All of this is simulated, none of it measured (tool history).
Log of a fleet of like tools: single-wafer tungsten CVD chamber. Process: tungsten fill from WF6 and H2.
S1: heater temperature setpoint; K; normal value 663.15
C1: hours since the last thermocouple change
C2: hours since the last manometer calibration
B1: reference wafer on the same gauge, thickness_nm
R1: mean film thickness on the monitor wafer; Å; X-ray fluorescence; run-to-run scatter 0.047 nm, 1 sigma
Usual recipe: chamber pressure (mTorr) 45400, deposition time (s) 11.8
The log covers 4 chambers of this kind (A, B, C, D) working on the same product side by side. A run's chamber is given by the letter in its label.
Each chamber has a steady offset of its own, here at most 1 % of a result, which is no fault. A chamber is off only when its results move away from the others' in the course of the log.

Run 1B, hour 7.6: usual settings; C1 498; C2 1143.5; B1 30.596. Result: R1 343.46 Å.
Run 2A, hour 14.9: usual settings; C1 941.2; C2 1871.6; B1 30.59. Result: R1 340.25 Å.
Run 3D, hour 19.5: usual settings; C1 1324.1; C2 1526; B1 30.585. Result: R1 342.68 Å.
Run 4C, hour 27: usual settings; C1 798.3; C2 361.5; B1 30.575. Result: R1 345.44 Å.
Run 5C, hour 33.4: usual settings; C1 804.7; C2 367.9; B1 30.576. Result: R1 346.14 Å.
Run 6A, hour 39.4: usual settings; C1 965.7; C2 1896.1; B1 30.572. Result: R1 340.54 Å.
Run 7D, hour 44.7: usual settings; C1 1349.3; C2 1551.2; B1 30.566. Result: R1 341.25 Å.
Run 8B, hour 49: usual settings; C1 539.4; C2 1184.9; B1 30.567. Result: R1 343.01 Å.
Run 9B, hour 53.2: usual settings; C1 543.6; C2 1189.1; B1 30.557. Result: R1 343.01 Å.
Run 10A, hour 60.8: usual settings; C1 987.1; C2 1917.5; B1 30.556. Result: R1 340.91 Å.
Run 11C, hour 66.3: usual settings; C1 837.6; C2 400.8; B1 30.56. Result: R1 345.52 Å.
Run 12D, hour 70.2: usual settings but deposition time (s) 10.6; C1 1374.8; C2 1576.7; B1 30.559. Result: R1 306.92 Å.
Run 13C, hour 76.8: usual settings but deposition time (s) 10.6; C1 848.1; C2 411.3; B1 30.547. Result: R1 309.36 Å.
Run 14A, hour 84: usual settings but deposition time (s) 10.6; C1 1010.3; C2 1940.7; B1 30.539. Result: R1 305.03 Å.
Run 15B, hour 88.8: usual settings but deposition time (s) 10.6; C1 579.2; C2 1224.7; B1 30.543. Result: R1 306.8 Å.
Run 16D, hour 96.6: usual settings; C1 1401.2; C2 1603.1; B1 30.532. Result: R1 341.1 Å.
Run 17D, hour 103.5: usual settings; C1 1408.1; C2 1610; B1 30.536. Result: R1 340.85 Å.
Run 18B, hour 109.4: usual settings; C1 599.8; C2 1245.3; B1 30.529. Result: R1 341.83 Å.
Run 19C, hour 113.7: usual settings; C1 885; C2 448.2; B1 30.53. Result: R1 343.78 Å.
Run 20A, hour 119.5: usual settings; C1 1045.8; C2 1976.2; B1 30.522. Result: R1 339.19 Å.
Run 21B, hour 124.7: usual settings; C1 615.1; C2 1260.6; B1 30.523. Result: R1 341.64 Å.
Run 22A, hour 129.9: usual settings; C1 1056.2; C2 1986.6; B1 30.51. Result: R1 339.19 Å.
Run 23D, hour 136.9: usual settings but S1 673.15 K; C1 1441.5; C2 1643.4; B1 30.513. Result: R1 412.77 Å.
Run 24C, hour 142.8: usual settings but S1 673.15 K; C1 914.1; C2 477.3; B1 30.501. Result: R1 417.36 Å.
Run 25C, hour 149.8: usual settings but S1 673.15 K; C1 921.1; C2 484.3; B1 30.498. Result: R1 415.31 Å.
Run 26D, hour 156.8: usual settings but S1 673.15 K; C1 1461.4; C2 1663.3; B1 30.494. Result: R1 412.34 Å.
Run 27A, hour 164.6: usual settings; C1 1090.9; C2 2021.3; B1 30.488. Result: R1 339.64 Å.
Run 28B, hour 169.8: usual settings; C1 660.2; C2 1305.7; B1 30.491. Result: R1 341.62 Å.
Run 29A, hour 174.8: usual settings; C1 1101.1; C2 2031.5; B1 30.487. Result: R1 339.48 Å.
At hour 175: chamber B: capacitance manometer re-zeroed and calibrated.
Run 30D, hour 181.2: usual settings; C1 1485.8; C2 1687.7; B1 30.477. Result: R1 341.25 Å.
Run 31B, hour 186.8: usual settings; C1 677.2; C2 11.8; B1 30.474. Result: R1 341.33 Å.
Run 32C, hour 192.2: usual settings but deposition time (s) 10.4; C1 963.5; C2 526.7; B1 30.469. Result: R1 304 Å.
Run 33C, hour 197.1: usual settings but deposition time (s) 10.4; C1 968.4; C2 531.6; B1 30.462. Result: R1 302.15 Å.
Run 34B, hour 200.7: usual settings but deposition time (s) 10.4; C1 691.1; C2 25.7; B1 30.453. Result: R1 300.41 Å.
Run 35D, hour 208.2: usual settings but deposition time (s) 10.4; C1 1512.8; C2 1714.7; B1 30.461. Result: R1 300.56 Å.
Run 36A, hour 215.2: usual settings; C1 1141.5; C2 2071.9; B1 30.445. Result: R1 339 Å.
Run 37B, hour 221.9: usual settings; C1 712.3; C2 46.9; B1 30.451. Result: R1 340.91 Å.
Run 38A, hour 225.6: usual settings; C1 1151.9; C2 2082.3; B1 30.456. Result: R1 338.49 Å.
Run 39C, hour 231.5: usual settings; C1 1002.8; C2 566; B1 30.435. Result: R1 343.64 Å.
Run 40D, hour 235.3: usual settings; C1 1539.9; C2 1741.8; B1 30.436. Result: R1 340.63 Å.
Run 41C, hour 239.1: usual settings but S1 677.15 K, deposition time (s) 11.1; C1 1010.4; C2 573.6; B1 30.435. Result: R1 419.88 Å.
Run 42B, hour 243.2: usual settings but S1 677.15 K, deposition time (s) 11.1; C1 733.6; C2 68.2; B1 30.428. Result: R1 417.17 Å.

Next, every chamber runs the same settings. What will each give?
Run 43A, hour 248.7: usual settings but S1 673.15 K. Result: R1 ?.
Run 43B, hour 248.7: usual settings but S1 673.15 K. Result: R1 ?.
Run 43C, hour 248.7: usual settings but S1 673.15 K. Result: R1 ?.
Run 43D, hour 248.7: usual settings but S1 673.15 K. Result: R1 ?.

run      R1
43A  408.72
43B  413.35
43C  415.96
43D  411.56

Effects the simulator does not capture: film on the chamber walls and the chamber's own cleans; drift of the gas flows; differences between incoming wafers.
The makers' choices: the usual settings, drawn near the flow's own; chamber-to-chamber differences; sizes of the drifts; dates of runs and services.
